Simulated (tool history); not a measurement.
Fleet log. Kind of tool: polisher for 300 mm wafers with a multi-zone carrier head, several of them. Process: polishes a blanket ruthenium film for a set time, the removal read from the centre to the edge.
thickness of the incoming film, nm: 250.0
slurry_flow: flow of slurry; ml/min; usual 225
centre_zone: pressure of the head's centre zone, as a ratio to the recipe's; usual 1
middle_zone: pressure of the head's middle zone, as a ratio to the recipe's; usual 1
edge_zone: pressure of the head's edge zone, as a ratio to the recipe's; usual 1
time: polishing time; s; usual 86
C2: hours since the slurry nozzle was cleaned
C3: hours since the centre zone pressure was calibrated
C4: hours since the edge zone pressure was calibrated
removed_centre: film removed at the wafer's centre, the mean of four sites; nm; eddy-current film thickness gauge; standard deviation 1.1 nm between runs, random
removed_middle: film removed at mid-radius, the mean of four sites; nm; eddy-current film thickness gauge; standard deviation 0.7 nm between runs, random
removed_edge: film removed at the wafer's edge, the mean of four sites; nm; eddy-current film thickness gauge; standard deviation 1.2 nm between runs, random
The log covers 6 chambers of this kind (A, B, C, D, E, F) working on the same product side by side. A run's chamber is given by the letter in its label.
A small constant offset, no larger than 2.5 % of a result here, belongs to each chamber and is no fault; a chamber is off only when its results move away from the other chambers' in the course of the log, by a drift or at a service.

Run 1C, hour 5.5: usual settings; wafers polished on this pad 383; C2 94.7; C3 532.9; C4 670.6. Result: removed_centre 82.821 nm, removed_middle 85.418 nm, removed_edge 84.812 nm.
Run 2D, hour 12.2: usual settings; wafers polished on this pad 543; C2 441.2; C3 138; C4 825. Result: removed_centre 85.602 nm, removed_middle 83.105 nm, removed_edge 84.975 nm.
At hour 15.8: chamber C: edge zone pressure recalibrated.
Run 3A, hour 17.5: usual settings; wafers polished on this pad 363; C2 119; C3 1045.4; C4 302. Result: removed_centre 85.113 nm, removed_middle 84.394 nm, removed_edge 84.131 nm.
At hour 21.4: chamber E: worn pad replaced by a new one.
Run 4F, hour 21.7: usual settings; wafers polished on this pad 510; C2 30.2; C3 480; C4 1006.3. Result: removed_centre 86.834 nm, removed_middle 83.369 nm, removed_edge 82.401 nm.
At hour 22.4: chamber C: worn pad replaced by a new one.
Run 5E, hour 28.8: usual settings but slurry_flow 270 ml/min, edge_zone 1.1; wafers polished on this pad 89; C2 79.6; C3 80.6; C4 1238.2. Result: removed_centre 85.696 nm, removed_middle 85.953 nm, removed_edge 89.618 nm.
Run 6B, hour 34.1: usual settings but slurry_flow 270 ml/min, edge_zone 1.1; wafers polished on this pad 649; C2 187.4; C3 186.3; C4 116.1. Result: removed_centre 86.307 nm, removed_middle 86.533 nm, removed_edge 91.119 nm.
Run 7D, hour 41.1: usual settings but slurry_flow 270 ml/min, edge_zone 1.1; wafers polished on this pad 892; C2 470.1; C3 166.9; C4 853.9. Result: removed_centre 85.476 nm, removed_middle 85.648 nm, removed_edge 89.08 nm.
Run 8C, hour 45.4: usual settings but slurry_flow 270 ml/min, edge_zone 1.1; wafers polished on this pad 278; C2 134.6; C3 572.8; C4 29.6. Result: removed_centre 87.14 nm, removed_middle 85.789 nm, removed_edge 91.928 nm.
Run 9A, hour 49.9: usual settings but slurry_flow 270 ml/min, edge_zone 1.1; wafers polished on this pad 754; C2 151.4; C3 1077.8; C4 334.4. Result: removed_centre 87.789 nm, removed_middle 86.605 nm, removed_edge 89.736 nm.
At hour 51.7: chamber B: worn pad replaced by a new one.
Run 10F, hour 57.1: usual settings but slurry_flow 270 ml/min, edge_zone 1.1; wafers polished on this pad 937; C2 65.6; C3 515.4; C4 1041.7. Result: removed_centre 88.038 nm, removed_middle 85.67 nm, removed_edge 87.547 nm.
At hour 60.5: chamber D: worn pad replaced by a new one.
Run 11E, hour 62.2: usual settings; wafers polished on this pad 492; C2 113; C3 114; C4 1271.6. Result: removed_centre 82.088 nm, removed_middle 83.986 nm, removed_edge 84.028 nm.
Run 12B, hour 66.9: usual settings; wafers polished on this pad 183; C2 220.2; C3 219.1; C4 148.9. Result: removed_centre 84.431 nm, removed_middle 82.848 nm, removed_edge 85.598 nm.
At hour 71.3: chamber E: worn pad replaced by a new one.
At hour 73: chamber E: edge zone pressure recalibrated.
Run 13F, hour 75.6: usual settings; wafers polished on this pad 1161; C2 84.1; C3 533.9; C4 1060.2. Result: removed_centre 84.464 nm, removed_middle 83.563 nm, removed_edge 83.275 nm.
At hour 77.1: chamber A: worn pad replaced by a new one.
Run 14A, hour 81.4: usual settings but slurry_flow 275 ml/min, time 113 s; wafers polished on this pad 52; C2 182.9; C3 1109.3; C4 365.9. Result: removed_centre 116.52 nm, removed_middle 113.39 nm, removed_edge 111.77 nm.
At hour 85.5: chamber C: worn pad replaced by a new one.
Run 15E, hour 87.7: usual settings but slurry_flow 275 ml/min, time 113 s; wafers polished on this pad 198; C2 138.5; C3 139.5; C4 14.7. Result: removed_centre 112.89 nm, removed_middle 111.83 nm, removed_edge 109.53 nm.
Run 16D, hour 94: usual settings but slurry_flow 275 ml/min, time 113 s; wafers polished on this pad 405; C2 523; C3 219.8; C4 906.8. Result: removed_centre 111.94 nm, removed_middle 114.88 nm, removed_edge 111.53 nm.
Run 17C, hour 102.7: usual settings but slurry_flow 275 ml/min, time 113 s; wafers polished on this pad 208; C2 191.9; C3 630.1; C4 86.9. Result: removed_centre 116.23 nm, removed_middle 113.78 nm, removed_edge 115.78 nm.
At hour 106.4: chamber F: centre zone pressure recalibrated.
Run 18B, hour 108.2: usual settings but slurry_flow 275 ml/min, time 113 s; wafers polished on this pad 682; C2 261.5; C3 260.4; C4 190.2. Result: removed_centre 111.39 nm, removed_middle 113.08 nm, removed_edge 112.54 nm.
At hour 114.1: chamber B: worn pad replaced by a new one.
Run 19B, hour 116: usual settings but slurry_flow 275 ml/min, time 113 s; wafers polished on this pad 23; C2 269.3; C3 268.2; C4 198. Result: removed_centre 110.92 nm, removed_middle 112.89 nm, removed_edge 112.81 nm.
At hour 121.1: chamber D: slurry nozzle cleaned.
Run 20E, hour 122: usual settings; wafers polished on this pad 612; C2 172.8; C3 173.8; C4 49. Result: removed_centre 83.341 nm, removed_middle 85.068 nm, removed_edge 82.413 nm.
At hour 122.3: chamber E: worn pad replaced by a new one.
Run 21C, hour 131.3: usual settings; wafers polished on this pad 553; C2 220.5; C3 658.7; C4 115.5. Result: removed_centre 84.498 nm, removed_middle 83.767 nm, removed_edge 82.232 nm.
Run 22D, hour 137: usual settings but slurry_flow 170 ml/min, edge_zone 0.95; wafers polished on this pad 923; C2 15.9; C3 262.8; C4 949.8. Result: removed_centre 80.829 nm, removed_middle 80.854 nm, removed_edge 78.066 nm.
At hour 141.9: chamber C: worn pad replaced by a new one.
Run 23A, hour 146.1: usual settings but slurry_flow 170 ml/min, edge_zone 0.95; wafers polished on this pad 832; C2 247.6; C3 1174; C4 430.6. Result: removed_centre 80.969 nm, removed_middle 81.405 nm, removed_edge 79.117 nm.
Run 24F, hour 153.1: usual settings but slurry_flow 170 ml/min, edge_zone 0.95; wafers polished on this pad 2096; C2 161.6; C3 46.7; C4 1137.7. Result: removed_centre 78.795 nm, removed_middle 77.385 nm, removed_edge 75.312 nm.
At hour 153.4: chamber F: edge zone pressure recalibrated.
At hour 154.9: chamber A: edge zone pressure recalibrated.
Run 25F, hour 162.4: usual settings but slurry_flow 170 ml/min, edge_zone 0.95; wafers polished on this pad 2208; C2 170.9; C3 56; C4 9. Result: removed_centre 79.892 nm, removed_middle 78.071 nm, removed_edge 75.418 nm.
At hour 164.8: chamber A: worn pad replaced by a new one.
Run 26A, hour 169.4: usual settings but slurry_flow 170 ml/min, edge_zone 0.95; wafers polished on this pad 55; C2 270.9; C3 1197.3; C4 14.6. Result: removed_centre 80.742 nm, removed_middle 80.373 nm, removed_edge 77.621 nm.
At hour 170.6: chamber D: worn pad replaced by a new one.
Run 27D, hour 176.7: usual settings but slurry_flow 170 ml/min, edge_zone 0.95; wafers polished on this pad 74; C2 55.6; C3 302.5; C4 989.5. Result: removed_centre 79.242 nm, removed_middle 82.048 nm, removed_edge 79.309 nm.
At hour 178.8: chamber E: worn pad replaced by a new one.
Run 28E, hour 181.2: usual settings; wafers polished on this pad 29; C2 232; C3 233; C4 108.2. Result: removed_centre 82.422 nm, removed_middle 83.662 nm, removed_edge 82.075 nm.
Run 29C, hour 185.7: usual settings; wafers polished on this pad 529; C2 274.9; C3 713.1; C4 169.9. Result: removed_centre 84.484 nm, removed_middle 84.381 nm, removed_edge 84.586 nm.
At hour 191.6: chamber B: worn pad replaced by a new one.
Run 30B, hour 191.7: usual settings; wafers polished on this pad 1; C2 345; C3 343.9; C4 273.7. Result: removed_centre 83.787 nm, removed_middle 83.337 nm, removed_edge 82.96 nm.
Run 31B, hour 196: usual settings; wafers polished on this pad 53; C2 349.3; C3 348.2; C4 278. Result: removed_centre 83.574 nm, removed_middle 83.829 nm, removed_edge 85.11 nm.
At hour 202.1: chamber C: worn pad replaced by a new one.
Run 32D, hour 205.6: usual settings; wafers polished on this pad 422; C2 84.5; C3 331.4; C4 1018.4. Result: removed_centre 83.511 nm, removed_middle 86.54 nm, removed_edge 86.717 nm.
Run 33F, hour 214.4: usual settings; wafers polished on this pad 2836; C2 222.9; C3 108; C4 61. Result: removed_centre 80.99 nm, removed_middle 79.482 nm, removed_edge 79.382 nm.
Run 34C, hour 220.8: usual settings but slurry_flow 280 ml/min, centre_zone 0.96; wafers polished on this pad 225; C2 310; C3 748.2; C4 205. Result: removed_centre 84.21 nm, removed_middle 88.103 nm, removed_edge 84.581 nm.
Run 35E, hour 229.1: usual settings but slurry_flow 280 ml/min, centre_zone 0.96; wafers polished on this pad 607; C2 279.9; C3 280.9; C4 156.1. Result: removed_centre 82.529 nm, removed_middle 84.94 nm, removed_edge 85.494 nm.
Run 36A, hour 236.2: usual settings but slurry_flow 280 ml/min, centre_zone 0.96; wafers polished on this pad 861; C2 337.7; C3 1264.1; C4 81.4. Result: removed_centre 85.605 nm, removed_middle 87.326 nm, removed_edge 83.499 nm.
At hour 239.2: chamber E: worn pad replaced by a new one.
Run 37D, hour 244.4: usual settings but slurry_flow 280 ml/min, centre_zone 0.96; wafers polished on this pad 891; C2 123.3; C3 370.2; C4 1057.2. Result: removed_centre 82.908 nm, removed_middle 88.124 nm, removed_edge 87.446 nm.
At hour 247.8: chamber A: slurry nozzle cleaned.
Run 38A, hour 250.8: usual settings but slurry_flow 280 ml/min, centre_zone 0.96; wafers polished on this pad 1037; C2 3.1; C3 1278.7; C4 96. Result: removed_centre 84.041 nm, removed_middle 86.804 nm, removed_edge 84.804 nm.
At hour 252.2: chamber B: worn pad replaced by a new one.
At hour 256.9: chamber C: worn pad replaced by a new one.
Run 39F, hour 258.9: usual settings but slurry_flow 280 ml/min, centre_zone 0.96; wafers polished on this pad 3373; C2 267.4; C3 152.5; C4 105.5. Result: removed_centre 75.91 nm, removed_middle 79.781 nm, removed_edge 79.388 nm.
Run 40C, hour 265: usual settings; wafers polished on this pad 98; C2 354.2; C3 792.4; C4 249.2. Result: removed_centre 83.923 nm, removed_middle 83.943 nm, removed_edge 84.666 nm.
Run 41E, hour 269.4: usual settings but slurry_flow 295 ml/min, middle_zone 1.06; wafers polished on this pad 365; C2 320.2; C3 321.2; C4 196.4. Result: removed_centre 87.642 nm, removed_middle 90.756 nm, removed_edge 83.91 nm.
Run 42B, hour 278: usual settings but slurry_flow 295 ml/min, middle_zone 1.06; wafers polished on this pad 311; C2 431.3; C3 430.2; C4 360. Result: removed_centre 86.288 nm, removed_middle 91.079 nm, removed_edge 86.051 nm.

Is one chamber off against the others, does the gauge drift, or is nothing wrong? If a chamber is off, say which, and what the likeliest cause is.

Little by little, chamber F moves away from the other chambers.
What lies behind it: removal rate lost through wear of the pad, % = 7.77.
It could be hard to tell apart here from: slurry flow missing at the pad, %.

Below are 4 candidate recipes for chamber F's next run, each the usual settings with a change, their results shown as question marks. Which of them brings F's results back in line with what the other chambers give on the usual settings?
Counts as in line when no further than this from what the other chambers average on the usual settings: removed_centre 3.8 nm; removed_middle 2.5 nm; removed_edge 4.1 nm
Run 43F-1, hour 284.9: usual settings but slurry_flow 220 ml/min, centre_zone 1.01, middle_zone 0.99, time 73 s. Result: removed_centre ?, removed_middle ?, removed_edge ?.
Run 43F-2, hour 284.9: usual settings but slurry_flow 230 ml/min, centre_zone 0.99, middle_zone 1.01, edge_zone 1.01, time 101 s. Result: removed_centre ?, removed_middle ?, removed_edge ?.
Run 43F-3, hour 284.9: usual settings but middle_zone 1.01, time 93 s. Result: removed_centre ?, removed_middle ?, removed_edge ?.
Run 43F-4, hour 284.9: usual settings but middle_zone 0.99, time 79 s. Result: removed_centre ?, removed_middle ?, removed_edge ?.

On the usual settings, the other chambers give on average: removed_centre 84.366 nm; removed_middle 84.347 nm; removed_edge 83.935 nm
  run  removed_centre  removed_middle  removed_edge
43F-1          66.303          64.026        65.377
43F-2          90.368          90.738        91.294
43F-3          83.854          83.312        83.449
43F-4           71.22          69.497        70.907
The answer is 43F-3, which returns the chamber to within the allowed miss of the others.
